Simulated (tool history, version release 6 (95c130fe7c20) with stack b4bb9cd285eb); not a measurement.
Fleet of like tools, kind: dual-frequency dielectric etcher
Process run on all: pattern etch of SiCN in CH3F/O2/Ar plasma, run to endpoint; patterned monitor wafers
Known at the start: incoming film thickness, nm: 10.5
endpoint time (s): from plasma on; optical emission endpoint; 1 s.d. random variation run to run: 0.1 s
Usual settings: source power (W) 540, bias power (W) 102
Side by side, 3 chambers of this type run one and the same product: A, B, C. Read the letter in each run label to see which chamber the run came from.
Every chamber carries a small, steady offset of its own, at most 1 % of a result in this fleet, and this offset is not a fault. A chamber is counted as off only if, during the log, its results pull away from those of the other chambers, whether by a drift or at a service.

| run | hour | source power (W) | bias power (W) | endpoint time (s) |
|---|---|---|---|---|
| 1A | 1.9 | 540 | 102 | 22.023 |
| 2B | 5.5 | 540 | 102 | 22.190 |
| 3C | 8.6 | 540 | 102 | 22.023 |
| 4A | 11.7 | 540 | 102 | 22.028 |
| 5B | 14.4 | 540 | 93 | 23.166 |
| 6C | 18.5 | 540 | 93 | 22.756 |
| 7C | 20.8 | 540 | 93 | 22.812 |
| 8A | 24.9 | 470 | 102 | 23.133 |
| 9B | 29.1 | 470 | 102 | 23.291 |
| 10A | 33.1 | 470 | 102 | 22.942 |
| 11B | 37.0 | 540 | 102 | 22.203 |
| 12C | 40.6 | 540 | 102 | 22.513 |
| 13B | 43.7 | 540 | 102 | 22.321 |
| 14C | 47.6 | 540 | 102 | 22.609 |
| 15A | 50.9 | 440 | 102 | 23.768 |
| 16B | 54.5 | 440 | 102 | 23.942 |
| 17A | 57.7 | 440 | 102 | 23.666 |
| 18C | 59.6 | 540 | 102 | 22.728 |
| 19A | 63.7 | 460 | 92 | 24.214 |
| 20C | 67.3 | 460 | 92 | 25.443 |
| 21B | 69.5 | 460 | 92 | 24.243 |
| 22B | 71.5 | 540 | 102 | 21.982 |
| 23C | 74.2 | 540 | 102 | 22.923 |
| 24A | 76.9 | 540 | 102 | 22.007 |
| 25B | 78.9 | 540 | 102 | 22.270 |
| 26C | 81.4 | 540 | 102 | 23.002 |
| 27A | 85.3 | 540 | 102 | 21.970 |
| 28B | 89.4 | 540 | 102 | 22.262 |
| 29C | 91.5 | 540 | 102 | 23.315 |

What goes on in this fleet: one chamber off, a drifting gauge, or nothing beyond the chambers' own small offsets? Name the chamber and the cause, if any.

Little by little, chamber C moves away from the other chambers.
What lies behind it: etch rate under this chamber's usual, % = 5.1.

Below are 4 candidate recipes for chamber C's next run, each the usual settings with a change, their results shown as question marks. Which of them brings C's results back in line with what the other chambers give on the usual settings?
In-line tolerance around the mean of the other chambers on the usual settings: endpoint time (s) 0.370
| 30C-1 | 94.5 | 620 | 102 | ? |
| 30C-2 | 94.5 | 690 | 102 | ? |
| 30C-3 | 94.5 | 480 | 91 | ? |
| 30C-4 | 94.5 | 500 | 95 | ? |

Other chambers, usual settings, mean: endpoint time (s) 22.057
| run | endpoint time (s) |
|---|---|
| 30C-1 | 22.221 |
| 30C-2 | 21.360 |
| 30C-3 | 25.454 |
| 30C-4 | 24.685 |
30C-1 is the one that brings the chamber's results back in line with the other chambers.
